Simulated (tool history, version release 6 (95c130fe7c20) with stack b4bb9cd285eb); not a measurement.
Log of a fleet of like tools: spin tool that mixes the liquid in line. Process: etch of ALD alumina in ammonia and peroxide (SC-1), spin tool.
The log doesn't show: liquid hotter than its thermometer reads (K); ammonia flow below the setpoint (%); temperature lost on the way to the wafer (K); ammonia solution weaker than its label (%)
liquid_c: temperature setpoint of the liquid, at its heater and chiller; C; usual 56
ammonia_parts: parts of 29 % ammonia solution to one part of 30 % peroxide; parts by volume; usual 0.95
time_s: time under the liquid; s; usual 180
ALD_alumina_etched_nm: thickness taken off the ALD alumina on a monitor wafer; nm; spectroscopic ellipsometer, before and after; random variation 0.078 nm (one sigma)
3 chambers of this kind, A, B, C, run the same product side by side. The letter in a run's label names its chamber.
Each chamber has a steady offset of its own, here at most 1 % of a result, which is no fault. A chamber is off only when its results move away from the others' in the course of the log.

run,hour,liquid_c,ammonia_parts,time_s,hours since the thermometer was replaced,hours since the ammonia flow meter was replaced,hours since the heated supply line was repaired,hours since the drum of ammonia solution was connected,"read-back film thickness of the ALD alumina reference wafer, read on the same gauge (nm)",ALD_alumina_etched_nm
1C,4.9,56,0.95,180,703.8,611,61.9,249.2,140,10.741
2B,10,56,0.95,180,1935.3,46.5,27,164,139.97,10.807
3A,14.9,56,0.95,180,465.5,1311.2,174.9,275.9,140.01,10.655
4A,18,56,0.95,180,468.6,1314.3,178,279,139.99,10.745
5C,21.6,56,0.95,180,720.5,627.7,78.6,265.9,139.98,10.632
6B,28.2,56,0.95,180,1953.5,64.7,45.2,182.2,140.01,10.689
7C,33.1,56,0.95,180,732,639.2,90.1,277.4,140,10.816
8B,36.6,56,0.95,180,1961.9,73.1,53.6,190.6,140,10.863
9A,40.6,56,0.95,180,491.2,1336.9,200.6,301.6,140,10.638
10C,47.2,56,0.95,180,746.1,653.3,104.2,291.5,139.99,10.795
11B,53.4,56,0.95,180,1978.7,89.9,70.4,207.4,140,10.693
12A,58.1,56,0.75,95,508.7,1354.4,218.1,319.1,139.98,5.4722
13C,65.2,56,0.75,95,764.1,671.3,122.2,309.5,140.02,5.5618
14B,69.9,56,0.75,95,1995.2,106.4,86.9,223.9,140,5.5535
15A,73.9,48.5,0.55,180,524.5,1370.2,233.9,334.9,139.98,6.6577
# hour 77.5: chamber C: new drum of ammonia solution connected
16A,77.9,48.5,0.55,180,528.5,1374.2,237.9,338.9,140,6.5365
17B,83,48.5,0.55,180,2008.3,119.5,100,237,139.99,6.8449
18C,89.6,56,0.95,180,788.5,695.7,146.6,12.1,139.99,10.876
19C,95.9,56,0.95,180,794.8,702,152.9,18.4,140,10.708
20B,99.2,46.5,1.15,180,2024.5,135.7,116.2,253.2,140,6.4652
21A,104.8,46.5,1.15,180,555.4,1401.1,264.8,365.8,140,6.1946
22B,111.5,46.5,1.15,180,2036.8,148,128.5,265.5,139.98,6.5417
23C,116.1,65.5,1.1,180,815,722.2,173.1,38.6,140.01,17.95
# hour 120.4: chamber C: thermometer replaced
24A,122.2,65.5,1.1,180,572.8,1418.5,282.2,383.2,139.99,17.016
25A,126.6,65.5,1.1,180,577.2,1422.9,286.6,387.6,140.01,17.179
26B,130.6,56,0.95,180,2055.9,167.1,147.6,284.6,139.98,10.893
27C,135.6,65,0.95,180,15.2,741.7,192.6,58.1,139.98,17.195
28B,142.2,65,0.95,180,2067.5,178.7,159.2,296.2,140,17.242
29A,147.1,65,0.95,180,597.7,1443.4,307.1,408.1,140.01,16.128
30C,153.8,56,0.95,180,33.4,759.9,210.8,76.3,140,10.658
31B,157.3,56,0.95,180,2082.6,193.8,174.3,311.3,139.98,10.915
32A,161.7,56,1.15,180,612.3,1458,321.7,422.7,139.98,10.153
33C,166.8,56,1.15,180,46.4,772.9,223.8,89.3,140,10.965
34B,173.7,56,1.15,180,2099,210.2,190.7,327.7,140,10.929

What goes on in this fleet: one chamber off, a drifting gauge, or nothing beyond the chambers' own small offsets? Name the chamber and the cause, if any.

Chamber A drifts away from the others.
Cause: temperature lost on the way to the wafer (K) = 1.37.
The log may not tell that from: liquid colder than its thermometer reads (K).

Here are 4 candidates for chamber A's next run, each the usual settings with a change, their results left as question marks. Which one brings its results back in line with what the others give on the usual settings?
In line means no further than this from the other chambers' mean on the usual settings: ALD_alumina_etched_nm 0.27 nm
35A-1,178.8,56.5,0.95,180,,,,,,?
35A-2,178.8,56,0.6,180,,,,,,?
35A-3,178.8,54.5,0.95,180,,,,,,?
35A-4,178.8,56.5,0.95,190,,,,,,?

The other chambers' mean on the usual settings: ALD_alumina_etched_nm 10.75 nm
run,ALD_alumina_etched_nm
35A-1,10.153
35A-2,9.4619
35A-3,9.1094
35A-4,10.717
35A-4 brings the chamber back in line.
